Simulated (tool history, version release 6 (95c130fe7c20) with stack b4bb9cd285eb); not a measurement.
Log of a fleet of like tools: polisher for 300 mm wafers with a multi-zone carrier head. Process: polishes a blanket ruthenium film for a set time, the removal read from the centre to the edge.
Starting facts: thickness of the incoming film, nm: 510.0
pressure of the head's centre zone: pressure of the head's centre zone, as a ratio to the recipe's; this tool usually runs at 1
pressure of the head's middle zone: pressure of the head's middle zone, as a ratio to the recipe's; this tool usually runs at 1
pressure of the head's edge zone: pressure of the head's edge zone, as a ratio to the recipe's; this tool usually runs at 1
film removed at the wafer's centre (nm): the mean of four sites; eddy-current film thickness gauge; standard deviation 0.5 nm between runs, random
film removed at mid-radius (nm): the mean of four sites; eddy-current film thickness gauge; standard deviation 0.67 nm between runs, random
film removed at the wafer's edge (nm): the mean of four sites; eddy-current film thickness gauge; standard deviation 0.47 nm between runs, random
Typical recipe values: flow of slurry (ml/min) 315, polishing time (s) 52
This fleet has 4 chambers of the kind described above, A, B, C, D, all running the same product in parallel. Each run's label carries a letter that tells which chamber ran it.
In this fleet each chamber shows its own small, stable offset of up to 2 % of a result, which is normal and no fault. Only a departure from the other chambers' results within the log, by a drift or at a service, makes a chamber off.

run   hour  flow of slurry (ml/min)  pressure of the head's centre zone  pressure of the head's middle zone  pressure of the head's edge zone  polishing time (s)  film removed at the wafer's centre (nm)  film removed at mid-radius (nm)  film removed at the wafer's edge (nm)
 1B    3.1                      315                                   1                                   1                                 1                  52                                   70.703                           69.843                                 70.016
 2D    6.1                      315                                   1                                   1                                 1                  52                                   71.089                           69.877                                 70.865
 3A     11                      315                                   1                                   1                                 1                  52                                   68.763                           69.327                                 70.155
 4C   15.9                      315                                   1                                   1                                 1                  52                                   70.915                           71.298                                  69.42
      18.8  -- chamber A: edge zone pressure recalibrated
 5C     19                      315                                   1                                   1                                 1                  52                                   69.996                            69.25                                 70.779
        21  -- chamber D: worn pad replaced by a new one
      21.3  -- chamber C: slurry nozzle cleaned
 6A   21.5                      315                                0.92                                   1                                 1                  52                                   63.762                           69.487                                 70.477
 7B   23.8                      315                                0.92                                   1                                 1                  52                                   63.838                           70.453                                 69.762
 8D   27.8                      315                                0.92                                   1                                 1                  52                                   64.432                           71.592                                 70.456
 9B   31.9                      315                                0.92                                   1                                 1                  52                                    62.77                           69.074                                 69.846
10D   35.4                      315                                   1                                   1                                 1                  52                                   71.398                           71.399                                 70.308
11A   38.8                      315                                   1                                   1                                 1                  52                                   69.608                            70.66                                 70.216
12C   42.5                      315                                   1                                   1                                 1                  52                                   70.244                           70.676                                     69
13D   45.5                      315                                   1                                   1                                 1                  52                                   69.943                           71.379                                 70.758
14B     50                      315                                   1                                   1                                 1                  52                                   67.848                           69.084                                 69.386
15C   54.2                      315                                   1                                   1                                 1                  52                                   69.817                           71.428                                 70.106
16A   58.8                      315                                   1                                   1                                 1                  52                                   68.959                            71.18                                 69.694
17B   62.5                      315                                   1                                   1                              0.92                  52                                   68.665                           68.966                                 64.368
18A   65.9                      315                                   1                                   1                              0.92                  52                                    70.13                           70.016                                 66.706
19C   68.5                      315                                   1                                   1                              0.92                  52                                   71.067                           70.393                                 66.764
20D   71.5                      315                                   1                                   1                              0.92                  52                                   70.749                            70.84                                   67.5
      74.6  -- chamber C: worn pad replaced by a new one
21A   75.7                      315                                   1                                   1                                 1                  52                                   68.876                           68.994                                 70.441
      77.4  -- chamber D: worn pad replaced by a new one
22D   78.1                      315                                   1                                   1                                 1                  52                                   70.214                           70.261                                  71.51
23C     83                      315                                   1                                   1                                 1                  52                                   70.365                           71.091                                 70.991
24B   87.7                      315                                   1                                   1                                 1                  52                                   67.021                           66.236                                 66.087
25C   91.1                      315                                   1                                   1                                 1                  52                                   71.012                           70.855                                 70.093
26A   95.9                      315                                   1                                   1                                 1                  52                                   70.615                           69.926                                 70.071
27D   99.3                      315                                   1                                   1                                 1                  52                                   70.952                           71.731                                 71.181
     100.2  -- chamber C: centre zone pressure recalibrated
28B  101.9                      315                                   1                                   1                                 1                  52                                   66.509                           66.905                                 66.323
     102.9  -- chamber B: centre zone pressure recalibrated
29B  106.5                      315                                   1                                   1                                 1                  52                                   65.847                           66.115                                 66.742
30A  110.7                      315                                   1                                   1                                 1                  52                                    69.56                           70.939                                 69.807
31C  115.7                      315                                   1                                   1                                 1                  52                                   71.621                           70.537                                 70.281
32D  118.7                      315                                   1                                   1                                 1                  52                                   70.341                           70.831                                 70.179

Next, every chamber runs the same settings. What will each give?
33A  122.3                      315                                   1                                   1                                 1                  52                                        ?                                ?                                      ?
33B  122.3                      315                                   1                                   1                                 1                  52                                        ?                                ?                                      ?
33C  122.3                      315                                   1                                   1                                 1                  52                                        ?                                ?                                      ?
33D  122.3                      315                                   1                                   1                                 1                  52                                        ?                                ?                                      ?

run  film removed at the wafer's centre (nm)  film removed at mid-radius (nm)  film removed at the wafer's edge (nm)
33A                                   70.123                           69.968                                 70.433
33B                                   65.565                           65.188                                 64.344
33C                                   70.637                           70.594                                 68.583
33D                                   69.986                           70.368                                 70.406
